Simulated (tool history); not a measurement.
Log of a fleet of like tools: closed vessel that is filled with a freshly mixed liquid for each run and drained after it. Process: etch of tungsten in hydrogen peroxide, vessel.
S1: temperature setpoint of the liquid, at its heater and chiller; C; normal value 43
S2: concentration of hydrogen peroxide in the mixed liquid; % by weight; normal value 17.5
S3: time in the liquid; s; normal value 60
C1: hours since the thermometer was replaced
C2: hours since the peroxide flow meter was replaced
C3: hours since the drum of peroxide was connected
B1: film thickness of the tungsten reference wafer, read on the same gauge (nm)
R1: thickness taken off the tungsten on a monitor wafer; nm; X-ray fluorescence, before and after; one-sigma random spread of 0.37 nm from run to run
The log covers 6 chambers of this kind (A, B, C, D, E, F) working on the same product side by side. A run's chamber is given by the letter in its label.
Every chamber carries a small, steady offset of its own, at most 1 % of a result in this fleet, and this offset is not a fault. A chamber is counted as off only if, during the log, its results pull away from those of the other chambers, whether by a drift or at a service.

run   hour    S1    S2  S3      C1      C2      C3      B1      R1
 1F   12.7    43  17.5  60   168.8   986.8      59  130.02  71.771
 2D     27    43  17.5  60  2884.6    1302   231.5     130      72
      29.5  -- chamber A: thermometer replaced
 3E   34.1    43  17.5  60   174.5     975   222.2  130.01  71.484
 4C   49.1    43  17.5  60   840.3   510.5     335  129.98  71.964
 5A   63.5    43  17.5  60      34   781.4  1442.1  130.01  71.787
      72.4  -- chamber E: peroxide flow meter replaced
 6B   72.5    43  17.5  60   487.4   429.7   105.6  130.01  72.439
 7E   80.5    43  17.5  60   220.9     8.1   268.6  129.98  71.919
      80.9  -- chamber A: new drum of peroxide connected
 8A   89.8    43  17.5  60    60.3   807.7     8.9  130.01  70.763
 9F  102.9    43  17.5  60     259    1077   149.2  129.98  71.477
     114.2  -- chamber C: new drum of peroxide connected
10B    115    43  17.5  60   529.9   472.2   148.1  130.01   72.12
     125.1  -- chamber C: thermometer replaced
11C  129.9    43  17.5  60     4.9   591.3    15.7     130   71.69
12D  137.2  39.5  17.5  30  2994.8  1412.2   341.7  130.02  28.574
13F    151  39.5  17.5  30   307.1  1125.1   197.3     130  28.575
14C    165  39.5  17.5  30      40   626.4    50.8     130  28.871
15D  173.3  39.5  17.5  30  3030.9  1448.3   377.8     130  28.477
16A  182.9  39.5  17.5  30   153.4   900.8     102     130  28.543
17E  193.6  39.5  17.5  30     334   121.2   381.7     130  28.554
18B  205.9    43  17.5  60   620.8   563.1     239     130   71.36
19C  220.6    43  17.5  60    95.6     682   106.4  129.98  72.202
20F  232.2    43  17.5  60   388.3  1206.3   278.5  130.02  71.894
     244.7  -- chamber A: peroxide flow meter replaced
21A  247.4    43  19.5  60   217.9     2.7   166.5     130  75.537
22D    254    43  19.5  60  3111.6    1529   458.5     130  75.799
23B  267.5    43  19.5  60   682.4   624.7   300.6  130.01  74.199
24E  279.4    43  19.5  60   419.8     207   467.5  129.99  75.492
25E  288.9    43  19.5  60   429.3   216.5     477  130.02  75.308
     298.2  -- chamber D: peroxide flow meter replaced
26B    303    43  19.5  60   717.9   660.2   336.1  130.01  74.568
27D  313.2    43    21  30  3170.8      15   517.7     130  39.574
     321.6  -- chamber F: peroxide flow meter replaced
28A  322.5    43    21  30     293    77.8   241.6  129.99  38.979
     325.2  -- chamber D: thermometer replaced
29F  334.2    43    21  30   490.3    12.7   380.5  129.99  39.357
30C  346.6    43    21  30   221.6     808   232.4     130  39.304
31B  358.8    43    21  30   773.7     716   391.9     130  38.483
32A  367.1    43    21  30   337.6   122.4   286.2  130.01  38.938
33F  376.2    43  17.5  60   532.3    54.7   422.5  130.02  71.984
34D  384.6    43  17.5  60    59.4    86.4   589.1  129.98  72.507
35C  395.2    43  17.5  60   270.2   856.6     281  130.02  72.045
36E    409    43  17.5  60   549.4   336.6   597.1     130   71.57

Does one chamber stand apart from the rest, does the shared gauge drift, or is all well apart from small per-chamber offsets? Give the chamber and the most likely cause, where there is one.

It is chamber B that slowly wanders off from its peers.
Cause: peroxide flow below the setpoint (%) = 7.65.
Not necessarily distinguishable in this log from: liquid colder than its thermometer reads (K); peroxide weaker than its label (%).

Below are 4 candidate recipes for chamber B's next run, each the usual settings with a change, their results shown as question marks. Which of them brings B's results back in line with what the other chambers give on the usual settings?
Counts as in line when no further than this from what the other chambers average on the usual settings: R1 1.3 nm
37B-1  419.8    44  17.5  60                   ?
37B-2  419.8  42.5  17.5  60                   ?
37B-3  419.8    42  17.5  60                   ?
37B-4  419.8  43.5  17.5  60                   ?

The mean the other chambers reach with the usual settings: R1 71.75 nm
  run      R1
37B-1  74.066
37B-2  67.183
37B-3   65.02
37B-4  71.704
37B-4 brings the chamber back in line.
